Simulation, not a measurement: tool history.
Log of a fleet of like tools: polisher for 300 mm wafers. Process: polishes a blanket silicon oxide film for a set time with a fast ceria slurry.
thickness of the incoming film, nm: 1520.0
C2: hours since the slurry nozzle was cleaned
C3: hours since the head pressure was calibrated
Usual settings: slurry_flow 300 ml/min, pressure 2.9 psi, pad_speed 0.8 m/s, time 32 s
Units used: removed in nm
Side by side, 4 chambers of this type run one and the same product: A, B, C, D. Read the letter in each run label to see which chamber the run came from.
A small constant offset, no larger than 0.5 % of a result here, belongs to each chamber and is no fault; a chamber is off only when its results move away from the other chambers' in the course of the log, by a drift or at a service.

-- hour=0.5 chamber A: worn pad replaced by a new one
-- hour=8.4 chamber D: worn pad replaced by a new one
run 1D hour=13.3 | slurry_flow=300 pressure=2.9 pad_speed=0.8 time=32 | wafers_polished_on_this_pad=61 C2=305.8 C3=71 | removed=438.03
run 2B hour=25.5 | slurry_flow=300 pressure=2.9 pad_speed=0.8 time=32 | wafers_polished_on_this_pad=524 C2=420.8 C3=352.7 | removed=442.53
-- hour=29.6 chamber C: worn pad replaced by a new one
run 3A hour=40.9 | slurry_flow=300 pressure=2.9 pad_speed=0.8 time=32 | wafers_polished_on_this_pad=496 C2=120.3 C3=1403 | removed=444.51
-- hour=41.9 chamber A: head pressure recalibrated
-- hour=55.6 chamber B: worn pad replaced by a new one
run 4C hour=57 | slurry_flow=300 pressure=2.9 pad_speed=0.8 time=32 | wafers_polished_on_this_pad=336 C2=71 C3=256.7 | removed=446.39
run 5A hour=68.5 | slurry_flow=300 pressure=2.9 pad_speed=0.8 time=32 | wafers_polished_on_this_pad=834 C2=147.9 C3=26.7 | removed=441.2
-- hour=78.7 chamber A: worn pad replaced by a new one
-- hour=80.1 chamber D: worn pad replaced by a new one
run 6C hour=80.8 | slurry_flow=300 pressure=2.9 pad_speed=0.8 time=32 | wafers_polished_on_this_pad=628 C2=94.8 C3=280.5 | removed=441
run 7D hour=93.2 | slurry_flow=300 pressure=2.9 pad_speed=0.8 time=32 | wafers_polished_on_this_pad=160 C2=385.7 C3=150.9 | removed=448.34
-- hour=98.7 chamber C: worn pad replaced by a new one
run 8B hour=101.2 | slurry_flow=300 pressure=2.9 pad_speed=0.8 time=32 | wafers_polished_on_this_pad=559 C2=496.5 C3=428.4 | removed=438.58
run 9C hour=116.2 | slurry_flow=300 pressure=2.9 pad_speed=0.8 time=32 | wafers_polished_on_this_pad=215 C2=130.2 C3=315.9 | removed=441.69
-- hour=118.2 chamber B: worn pad replaced by a new one
run 10A hour=124.8 | slurry_flow=300 pressure=2.9 pad_speed=0.8 time=32 | wafers_polished_on_this_pad=565 C2=204.2 C3=83 | removed=441.15
run 11D hour=135.8 | slurry_flow=265 pressure=2.9 pad_speed=0.8 time=32 | wafers_polished_on_this_pad=683 C2=428.3 C3=193.5 | removed=431.76
run 12B hour=143.8 | slurry_flow=265 pressure=2.9 pad_speed=0.8 time=32 | wafers_polished_on_this_pad=314 C2=539.1 C3=471 | removed=435.72
-- hour=151.6 chamber A: worn pad replaced by a new one
run 13B hour=156 | slurry_flow=265 pressure=2.9 pad_speed=0.8 time=32 | wafers_polished_on_this_pad=463 C2=551.3 C3=483.2 | removed=437.33
-- hour=156.7 chamber B: head pressure recalibrated
-- hour=160.3 chamber C: worn pad replaced by a new one
-- hour=160.4 chamber D: worn pad replaced by a new one
run 14A hour=170.6 | slurry_flow=265 pressure=2.9 pad_speed=0.8 time=32 | wafers_polished_on_this_pad=234 C2=250 C3=128.8 | removed=442.08
run 15D hour=177.8 | slurry_flow=300 pressure=3.4 pad_speed=0.8 time=24 | wafers_polished_on_this_pad=213 C2=470.3 C3=235.5 | removed=391.91
run 16C hour=187.7 | slurry_flow=300 pressure=3.4 pad_speed=0.8 time=24 | wafers_polished_on_this_pad=336 C2=201.7 C3=387.4 | removed=376.23
-- hour=191.6 chamber B: worn pad replaced by a new one
run 17C hour=194.9 | slurry_flow=300 pressure=3.4 pad_speed=0.8 time=24 | wafers_polished_on_this_pad=424 C2=208.9 C3=394.6 | removed=371.61
run 18A hour=211.4 | slurry_flow=300 pressure=3.4 pad_speed=0.8 time=24 | wafers_polished_on_this_pad=734 C2=290.8 C3=169.6 | removed=389.97
-- hour=211.9 chamber A: worn pad replaced by a new one
run 19B hour=222.6 | slurry_flow=300 pressure=2.9 pad_speed=0.8 time=32 | wafers_polished_on_this_pad=381 C2=617.9 C3=65.9 | removed=437.67
-- hour=235 chamber D: worn pad replaced by a new one
-- hour=236.8 chamber C: worn pad replaced by a new one
run 20D hour=237.5 | slurry_flow=300 pressure=2.9 pad_speed=0.8 time=32 | wafers_polished_on_this_pad=31 C2=530 C3=295.2 | removed=439.76
run 21D hour=251.6 | slurry_flow=300 pressure=2.9 pad_speed=0.8 time=32 | wafers_polished_on_this_pad=204 C2=544.1 C3=309.3 | removed=444.63
-- hour=261.4 chamber B: worn pad replaced by a new one
run 22B hour=264.9 | slurry_flow=300 pressure=2.9 pad_speed=1.08 time=32 | wafers_polished_on_this_pad=43 C2=660.2 C3=108.2 | removed=593.21
-- hour=273.2 chamber A: worn pad replaced by a new one
run 23C hour=280.5 | slurry_flow=300 pressure=2.9 pad_speed=1.08 time=32 | wafers_polished_on_this_pad=536 C2=294.5 C3=480.2 | removed=555.15
run 24A hour=294.9 | slurry_flow=300 pressure=2.9 pad_speed=1.08 time=32 | wafers_polished_on_this_pad=266 C2=374.3 C3=253.1 | removed=601.36
-- hour=305.7 chamber C: worn pad replaced by a new one
-- hour=308.1 chamber D: worn pad replaced by a new one
run 25A hour=311 | slurry_flow=300 pressure=2.9 pad_speed=1.08 time=32 | wafers_polished_on_this_pad=464 C2=390.4 C3=269.2 | removed=596.19
run 26B hour=318.8 | slurry_flow=300 pressure=2.9 pad_speed=0.8 time=32 | wafers_polished_on_this_pad=704 C2=714.1 C3=162.1 | removed=439.81
run 27C hour=328 | slurry_flow=300 pressure=3.5 pad_speed=0.8 time=32 | wafers_polished_on_this_pad=273 C2=342 C3=527.7 | removed=474.97
run 28D hour=336.6 | slurry_flow=300 pressure=3.5 pad_speed=0.8 time=32 | wafers_polished_on_this_pad=350 C2=629.1 C3=394.3 | removed=528.15
run 29D hour=351 | slurry_flow=300 pressure=3.5 pad_speed=0.8 time=32 | wafers_polished_on_this_pad=526 C2=643.5 C3=408.7 | removed=534.52

Is one chamber off against the others, does the gauge drift, or is nothing wrong? If a chamber is off, say which, and what the likeliest cause is.

Little by little, chamber C moves away from the other chambers.
Most likely cause: head's pressure below its setpoint, % = 11.8.

Which of the 4 candidates below, each the usual settings with something changed and its results left as question marks, puts chamber C back in line with what the other chambers give on the usual settings?
Allowed miss from the other chambers' usual-settings mean, per result, to count as in line: removed 14 nm
run 30C-1 hour=362.8 | slurry_flow=180 pressure=2.9 pad_speed=0.8 time=32 | removed=?
run 30C-2 hour=362.8 | slurry_flow=300 pressure=2.8 pad_speed=0.76 time=31 | removed=?
run 30C-3 hour=362.8 | slurry_flow=300 pressure=3.1 pad_speed=0.84 time=32 | removed=?
run 30C-4 hour=362.8 | slurry_flow=300 pressure=2.9 pad_speed=0.82 time=33 | removed=?

Average result of the remaining chambers running the usual settings: removed 441.68 nm
run=30C-1 removed=367.89
run=30C-2 removed=347.41
run=30C-3 removed=438.91
run=30C-4 removed=413.53
30C-3 brings the chamber back in line.

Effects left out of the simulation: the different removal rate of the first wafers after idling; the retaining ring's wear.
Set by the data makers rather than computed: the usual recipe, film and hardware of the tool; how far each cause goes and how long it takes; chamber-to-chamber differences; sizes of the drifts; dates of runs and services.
